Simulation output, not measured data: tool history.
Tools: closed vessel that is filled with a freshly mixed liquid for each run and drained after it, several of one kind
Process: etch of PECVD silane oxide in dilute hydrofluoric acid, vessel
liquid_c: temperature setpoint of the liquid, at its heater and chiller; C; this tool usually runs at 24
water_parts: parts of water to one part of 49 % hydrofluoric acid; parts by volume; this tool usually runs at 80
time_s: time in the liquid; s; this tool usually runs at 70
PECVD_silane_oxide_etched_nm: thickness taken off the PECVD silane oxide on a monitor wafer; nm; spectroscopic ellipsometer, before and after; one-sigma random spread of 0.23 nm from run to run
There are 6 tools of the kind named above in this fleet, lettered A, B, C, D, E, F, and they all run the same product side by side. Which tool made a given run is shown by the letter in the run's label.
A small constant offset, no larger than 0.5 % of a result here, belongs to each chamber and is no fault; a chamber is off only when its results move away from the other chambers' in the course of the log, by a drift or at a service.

run   hour  liquid_c  water_parts  time_s  read-back film thickness of the PECVD silane oxide reference wafer, read on the same gauge (nm)  PECVD_silane_oxide_etched_nm
       4.7  -- chamber C: thermometer replaced
 1B    5.7        24           80      70                                                                                           49.961                        31.677
 2A   14.9        24           80      70                                                                                            49.98                        31.816
 3E   23.3        24           80      70                                                                                            50.04                        31.645
 4F   30.5        24           80      70                                                                                           50.018                        31.669
 5D   38.6        24           80      70                                                                                           49.979                         31.23
 6C   45.3        26           80      55                                                                                           50.032                        27.003
 7B   51.2        26           80      55                                                                                           49.936                        26.935
 8D   60.6        26           80      55                                                                                           49.981                        26.923
 9F   66.1        26           80      55                                                                                           49.992                        27.005
10E     75        26           80      55                                                                                           49.987                        27.043
11A   81.3        26           80      55                                                                                           50.026                         26.95
12C   87.9        24           80      70                                                                                           50.021                        31.384
13C   93.5        24           80      70                                                                                           49.999                        31.383
14E   98.1        24           80      70                                                                                           49.958                        31.489
15F  105.2        24           80      70                                                                                           50.011                         31.95
16B  110.5        24           80      70                                                                                           49.946                        31.781
17A  118.5        24           80      70                                                                                           49.972                        32.083
18D  126.7        24           80      70                                                                                           49.968                        32.034
19A  131.5        24          110      40                                                                                           49.959                        12.586
20E    139        24          110      40                                                                                           49.974                        12.583
21B  146.7        24          110      40                                                                                            49.99                        12.706
22F  151.5        24          110      40                                                                                           50.014                        12.687
23D  158.8        24          110      40                                                                                           50.033                        13.089
24C  163.3        24          110      40                                                                                           49.973                        12.809
25B  168.4        24           80      70                                                                                           49.996                        31.793
26C  174.1        24           80      70                                                                                           49.979                        31.767
27F  180.9        24           80      70                                                                                           49.978                        31.888
28A    187        24           80      70                                                                                           50.059                        31.482
29D  195.7        24           80      70                                                                                           49.952                        33.128
30E  203.5        24           80      70                                                                                           49.991                        31.769
31E  209.4        24           80      70                                                                                           50.042                        31.758
32B  216.8        24           80      70                                                                                           50.033                        31.835
33C  222.9        24           80      70                                                                                           50.035                        31.251
     226.6  -- chamber B: hydrofluoric acid flow meter replaced
34A    229        24           80      70                                                                                           49.978                        31.119
35F  235.8        24           80      70                                                                                           50.009                        31.428
       238  -- chamber C: hydrofluoric acid flow meter replaced
36D  242.9        24           80      70                                                                                           49.979                        33.664
37F  249.5        24           80      70                                                                                           49.945                        32.145
38B  254.2        24           80      70                                                                                           50.023                        31.614
39C  259.6        24           80      70                                                                                           49.972                        31.392
40E  268.8        24           80      70                                                                                           50.017                        31.079
41D    274        24           80      70                                                                                           50.024                        33.821
42A    280        24           80      70                                                                                           49.955                         31.33
43E  288.2        24           80      70                                                                                           50.045                         32.24

Predict what each chamber gives when all 6 of them run the settings below next.
44A  295.1        24           80      45                                                                                                                              ?
44B  295.1        24           80      45                                                                                                                              ?
44C  295.1        24           80      45                                                                                                                              ?
44D  295.1        24           80      45                                                                                                                              ?
44E  295.1        24           80      45                                                                                                                              ?
44F  295.1        24           80      45                                                                                                                              ?

run  PECVD_silane_oxide_etched_nm
44A                         20.69
44B                        20.472
44C                        20.379
44D                        21.788
44E                        20.267
44F                        20.677
